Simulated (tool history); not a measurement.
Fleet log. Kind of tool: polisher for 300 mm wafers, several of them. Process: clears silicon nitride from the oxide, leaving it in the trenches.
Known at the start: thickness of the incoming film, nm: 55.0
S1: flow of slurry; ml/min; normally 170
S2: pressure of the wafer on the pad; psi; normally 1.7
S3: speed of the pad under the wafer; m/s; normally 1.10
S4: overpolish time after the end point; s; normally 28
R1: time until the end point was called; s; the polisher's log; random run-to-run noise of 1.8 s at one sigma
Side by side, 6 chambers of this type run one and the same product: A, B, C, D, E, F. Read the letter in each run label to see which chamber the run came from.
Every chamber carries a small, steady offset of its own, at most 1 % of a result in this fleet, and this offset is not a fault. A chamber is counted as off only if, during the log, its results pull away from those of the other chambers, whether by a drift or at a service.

| run | hour | S1 | S2 | S3 | S4 | R1 |
|---|---|---|---|---|---|---|
| 1D | 4.5 | 170 | 1.7 | 1.10 | 28 | 100.390 |
| 2A | 8.3 | 170 | 1.7 | 1.10 | 28 | 100.460 |
| 3E | 11.4 | 170 | 1.7 | 1.10 | 28 | 98.941 |
| 4B | 15.1 | 170 | 1.7 | 1.10 | 28 | 99.926 |
| 5F | 19.9 | 170 | 1.7 | 1.10 | 28 | 101.160 |
| 6C | 22.5 | 170 | 1.7 | 1.10 | 28 | 100.330 |
|  | 25.3 | chamber C: worn pad replaced by a new one |
| 7D | 26.5 | 170 | 1.7 | 1.10 | 28 | 95.646 |
| 8C | 29.4 | 170 | 1.7 | 1.10 | 28 | 99.165 |
|  | 29.6 | chamber B: worn pad replaced by a new one |
| 9F | 31.8 | 170 | 1.7 | 1.10 | 28 | 103.190 |
| 10B | 34.5 | 170 | 1.7 | 1.10 | 28 | 98.192 |
| 11A | 37.2 | 170 | 1.7 | 1.10 | 28 | 99.246 |
| 12E | 39.7 | 170 | 1.7 | 1.10 | 28 | 96.512 |
| 13B | 42.2 | 170 | 1.7 | 1.10 | 28 | 98.553 |
| 14F | 45.3 | 170 | 1.7 | 1.10 | 28 | 98.351 |
| 15E | 47.5 | 170 | 1.7 | 1.10 | 28 | 98.075 |
| 16C | 50.9 | 170 | 1.7 | 1.46 | 28 | 75.411 |
| 17A | 54.0 | 170 | 1.7 | 1.46 | 28 | 74.919 |
| 18D | 57.3 | 170 | 1.7 | 1.46 | 28 | 75.692 |
| 19F | 60.8 | 170 | 1.7 | 1.46 | 28 | 76.694 |
| 20E | 65.4 | 170 | 1.7 | 1.46 | 28 | 75.000 |
|  | 66.3 | chamber A: worn pad replaced by a new one |
| 21A | 67.7 | 170 | 1.7 | 1.46 | 28 | 74.389 |
| 22D | 71.4 | 170 | 1.7 | 1.10 | 28 | 99.139 |
| 23B | 73.6 | 170 | 1.7 | 1.10 | 28 | 98.985 |
| 24C | 78.0 | 170 | 1.7 | 1.10 | 28 | 97.254 |
| 25B | 81.0 | 170 | 1.7 | 1.10 | 28 | 99.786 |
| 26F | 84.5 | 170 | 1.7 | 1.10 | 28 | 97.944 |
|  | 86.1 | chamber E: head pressure recalibrated |
| 27C | 87.1 | 170 | 1.7 | 1.10 | 28 | 101.850 |
| 28A | 89.9 | 170 | 1.7 | 1.10 | 28 | 98.235 |
| 29E | 93.2 | 170 | 1.7 | 1.10 | 28 | 98.703 |
| 30D | 96.5 | 170 | 1.7 | 1.10 | 28 | 99.618 |
| 31F | 99.6 | 170 | 1.7 | 1.10 | 28 | 100.560 |
| 32C | 102.6 | 170 | 1.7 | 1.10 | 28 | 99.185 |
| 33E | 106.0 | 170 | 1.7 | 1.10 | 28 | 100.810 |
| 34A | 108.7 | 170 | 1.9 | 1.10 | 28 | 91.621 |
| 35D | 111.1 | 170 | 1.9 | 1.10 | 28 | 90.917 |
| 36B | 115.2 | 170 | 1.9 | 1.10 | 28 | 88.721 |
| 37C | 119.2 | 170 | 1.9 | 1.10 | 28 | 90.114 |
| 38E | 122.0 | 170 | 1.9 | 1.10 | 28 | 85.916 |
| 39D | 125.5 | 170 | 1.9 | 1.10 | 28 | 88.202 |

Is one chamber off against the others, does the gauge drift, or is nothing wrong? If a chamber is off, say which, and what the likeliest cause is.

No chamber stands off beyond its own small offset, and the gauge holds steady.
